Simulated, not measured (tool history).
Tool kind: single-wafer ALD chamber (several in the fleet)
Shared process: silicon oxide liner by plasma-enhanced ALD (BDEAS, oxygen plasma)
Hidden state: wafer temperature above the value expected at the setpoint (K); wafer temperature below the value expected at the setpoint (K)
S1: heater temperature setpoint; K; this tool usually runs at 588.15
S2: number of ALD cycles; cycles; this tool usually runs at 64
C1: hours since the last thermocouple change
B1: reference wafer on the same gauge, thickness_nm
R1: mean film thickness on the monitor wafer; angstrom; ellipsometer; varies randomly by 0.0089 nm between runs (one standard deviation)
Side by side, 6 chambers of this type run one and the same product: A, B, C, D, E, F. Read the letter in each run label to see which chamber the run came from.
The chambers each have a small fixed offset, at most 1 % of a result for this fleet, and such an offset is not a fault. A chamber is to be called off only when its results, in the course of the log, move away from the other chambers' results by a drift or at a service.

run,hour,S1,S2,C1,B1,R1
1F,6.6,588.15,64,1657.8,4.6789,58.175
2A,14.7,588.15,64,147.6,4.6777,58.141
3B,27.2,588.15,64,2311.2,4.6799,57.938
4C,36.0,588.15,64,1264.4,4.6785,58.043
5D,44.8,588.15,64,332.4,4.6785,58.651
6E,55.2,598.15,53,1036.5,4.6773,47.376
7C,63.3,598.15,53,1291.7,4.6758,47.211
8B,77.5,598.15,53,2361.5,4.6749,47.251
9A,91.0,598.15,53,223.9,4.6747,47.542
10E,104.4,598.15,53,1085.7,4.6725,47.247
11F,115.9,598.15,53,1767.1,4.6728,47.340
12D,125.6,588.15,64,413.2,4.6723,58.461
13E,139.2,588.15,64,1120.5,4.6713,58.128
14A,151.9,588.15,64,284.8,4.6697,58.104
15F,166.2,588.15,64,1817.4,4.6694,58.027
16B,180.3,588.15,64,2464.3,4.6688,57.799
17C,190.2,588.15,64,1418.6,4.6672,57.789
18D,200.4,597.15,64,488.0,4.6666,57.875
19F,211.6,597.15,64,1862.8,4.6655,57.072
20C,221.8,597.15,64,1450.2,4.6666,57.005
21E,228.3,597.15,64,1209.6,4.6642,57.104
22B,240.0,597.15,64,2524.0,4.6662,57.037
23A,248.1,597.15,64,381.0,4.6650,57.226
# hour 251.3: chamber C: thermocouple changed; heater temperature recalibrated
24D,256.7,588.15,64,544.3,4.6634,58.468
25B,263.5,588.15,64,2547.5,4.6649,57.615
26F,275.1,588.15,64,1926.3,4.6606,57.849
27A,288.5,588.15,64,421.4,4.6619,57.959
28D,301.9,588.15,64,589.5,4.6602,58.563
# hour 314.5: chamber E: thermocouple changed; heater temperature recalibrated
29C,315.9,588.15,64,64.6,4.6592,57.698
30E,322.5,588.15,64,8.1,4.6586,57.976
31B,336.2,588.15,64,2620.2,4.6586,57.563
32F,343.1,588.15,64,1994.3,4.6603,57.899
33D,354.8,588.15,64,642.4,4.6574,58.370
34E,367.6,588.15,64,53.2,4.6560,57.790
35A,374.7,588.15,64,507.6,4.6555,57.857
36C,386.4,588.15,64,135.1,4.6545,57.592
37E,397.3,588.15,64,82.9,4.6537,57.754
38F,409.6,588.15,64,2060.8,4.6556,57.899
39C,419.1,588.15,64,167.8,4.6514,57.585
40A,433.1,588.15,64,566.0,4.6537,57.784
41D,442.7,588.15,64,730.3,4.6523,58.249
42B,454.8,588.15,64,2738.8,4.6491,57.671

All chambers now run identical settings, listed one chamber a line with results as question marks. What results will each chamber show?
43A,465.4,588.15,56,,,?
43B,465.4,588.15,56,,,?
43C,465.4,588.15,56,,,?
43D,465.4,588.15,56,,,?
43E,465.4,588.15,56,,,?
43F,465.4,588.15,56,,,?

run,R1
43A,50.588
43B,50.309
43C,50.354
43D,50.950
43E,50.479
43F,50.581

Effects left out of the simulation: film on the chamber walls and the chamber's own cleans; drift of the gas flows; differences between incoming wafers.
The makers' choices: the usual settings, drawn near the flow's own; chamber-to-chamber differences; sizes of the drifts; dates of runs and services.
